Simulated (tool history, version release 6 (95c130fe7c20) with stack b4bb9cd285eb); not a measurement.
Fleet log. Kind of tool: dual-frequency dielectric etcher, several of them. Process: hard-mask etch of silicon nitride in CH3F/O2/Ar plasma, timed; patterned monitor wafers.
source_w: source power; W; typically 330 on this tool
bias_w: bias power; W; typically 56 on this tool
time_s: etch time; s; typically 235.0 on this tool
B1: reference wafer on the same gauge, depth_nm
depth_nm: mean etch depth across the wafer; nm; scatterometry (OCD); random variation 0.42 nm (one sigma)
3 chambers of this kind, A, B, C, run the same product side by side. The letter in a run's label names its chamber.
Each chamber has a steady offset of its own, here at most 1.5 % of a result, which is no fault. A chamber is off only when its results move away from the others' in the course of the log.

{"run": "1A", "hour": 11.4, "source_w": 330, "bias_w": 56, "time_s": 235.0, "B1": 168.1, "depth_nm": 138.68}
{"run": "2C", "hour": 18.0, "source_w": 330, "bias_w": 56, "time_s": 235.0, "B1": 168.03, "depth_nm": 139.43}
{"run": "3B", "hour": 24.8, "source_w": 330, "bias_w": 56, "time_s": 235.0, "B1": 168.03, "depth_nm": 141.95}
{"run": "4B", "hour": 35.8, "source_w": 330, "bias_w": 56, "time_s": 235.0, "B1": 168.17, "depth_nm": 141.52}
{"run": "5A", "hour": 44.4, "source_w": 330, "bias_w": 56, "time_s": 235.0, "B1": 167.97, "depth_nm": 138.6}
{"run": "6C", "hour": 55.7, "source_w": 330, "bias_w": 46, "time_s": 268.5, "B1": 168.02, "depth_nm": 148.55}
{"run": "7A", "hour": 64.8, "source_w": 330, "bias_w": 46, "time_s": 268.5, "B1": 168.07, "depth_nm": 148.46}
{"run": "8B", "hour": 72.9, "source_w": 330, "bias_w": 46, "time_s": 268.5, "B1": 167.96, "depth_nm": 151.31}
{"run": "9C", "hour": 81.0, "source_w": 330, "bias_w": 56, "time_s": 235.0, "B1": 168.12, "depth_nm": 138.77}
{"run": "10C", "hour": 88.9, "source_w": 330, "bias_w": 56, "time_s": 235.0, "B1": 167.98, "depth_nm": 139.11}
{"run": "11B", "hour": 97.8, "source_w": 330, "bias_w": 56, "time_s": 235.0, "B1": 168.15, "depth_nm": 142.05}
{"run": "12A", "hour": 103.3, "source_w": 330, "bias_w": 56, "time_s": 235.0, "B1": 167.99, "depth_nm": 138.71}
{"run": "13C", "hour": 110.2, "source_w": 290, "bias_w": 56, "time_s": 177.0, "B1": 167.94, "depth_nm": 99.838}
{"run": "14B", "hour": 118.5, "source_w": 290, "bias_w": 56, "time_s": 177.0, "B1": 167.93, "depth_nm": 100.97}
{"run": "15A", "hour": 125.4, "source_w": 290, "bias_w": 56, "time_s": 177.0, "B1": 167.94, "depth_nm": 99.413}
{"run": "16C", "hour": 135.9, "source_w": 330, "bias_w": 56, "time_s": 235.0, "B1": 167.91, "depth_nm": 138.99}
{"run": "17A", "hour": 146.6, "source_w": 330, "bias_w": 56, "time_s": 235.0, "B1": 167.98, "depth_nm": 138.76}
{"run": "18B", "hour": 156.3, "source_w": 330, "bias_w": 56, "time_s": 235.0, "B1": 168.01, "depth_nm": 140.99}
{"run": "19B", "hour": 163.1, "source_w": 330, "bias_w": 56, "time_s": 235.0, "B1": 168.07, "depth_nm": 140.9}
{"run": "20C", "hour": 171.9, "source_w": 330, "bias_w": 56, "time_s": 235.0, "B1": 167.86, "depth_nm": 139.52}
{"run": "21A", "hour": 179.3, "source_w": 330, "bias_w": 61, "time_s": 281.5, "B1": 167.91, "depth_nm": 170.31}
{"run": "22A", "hour": 186.5, "source_w": 330, "bias_w": 61, "time_s": 281.5, "B1": 168.04, "depth_nm": 171.7}
{"hour": 193.2, "done": "chamber C: wet clean of the chamber"}
{"run": "23C", "hour": 198.0, "source_w": 330, "bias_w": 61, "time_s": 281.5, "B1": 167.97, "depth_nm": 171.25}
{"run": "24B", "hour": 203.3, "source_w": 330, "bias_w": 56, "time_s": 235.0, "B1": 168.01, "depth_nm": 140.87}
{"run": "25B", "hour": 211.7, "source_w": 330, "bias_w": 56, "time_s": 235.0, "B1": 168.0, "depth_nm": 140.87}
{"run": "26A", "hour": 219.4, "source_w": 330, "bias_w": 56, "time_s": 235.0, "B1": 168.01, "depth_nm": 138.37}
{"hour": 223.7, "done": "chamber C: source power generator calibrated"}
{"run": "27C", "hour": 229.5, "source_w": 330, "bias_w": 56, "time_s": 235.0, "B1": 168.1, "depth_nm": 139.17}
{"run": "28B", "hour": 237.8, "source_w": 330, "bias_w": 45, "time_s": 235.0, "B1": 168.13, "depth_nm": 131.88}
{"run": "29A", "hour": 247.3, "source_w": 330, "bias_w": 45, "time_s": 235.0, "B1": 167.89, "depth_nm": 129.05}
{"run": "30C", "hour": 253.8, "source_w": 330, "bias_w": 45, "time_s": 235.0, "B1": 167.98, "depth_nm": 129.54}
{"run": "31C", "hour": 264.1, "source_w": 330, "bias_w": 56, "time_s": 235.0, "B1": 168.12, "depth_nm": 139.26}
{"run": "32A", "hour": 273.6, "source_w": 330, "bias_w": 56, "time_s": 235.0, "B1": 168.14, "depth_nm": 139.14}

All chambers now run identical settings, listed one chamber a line with results as question marks. What results will each chamber show?
{"run": "33A", "hour": 281.9, "source_w": 360, "bias_w": 56, "time_s": 235.0, "depth_nm": "?"}
{"run": "33B", "hour": 281.9, "source_w": 360, "bias_w": 56, "time_s": 235.0, "depth_nm": "?"}
{"run": "33C", "hour": 281.9, "source_w": 360, "bias_w": 56, "time_s": 235.0, "depth_nm": "?"}

run=33A depth_nm=142.760
run=33B depth_nm=145.240
run=33C depth_nm=143.690

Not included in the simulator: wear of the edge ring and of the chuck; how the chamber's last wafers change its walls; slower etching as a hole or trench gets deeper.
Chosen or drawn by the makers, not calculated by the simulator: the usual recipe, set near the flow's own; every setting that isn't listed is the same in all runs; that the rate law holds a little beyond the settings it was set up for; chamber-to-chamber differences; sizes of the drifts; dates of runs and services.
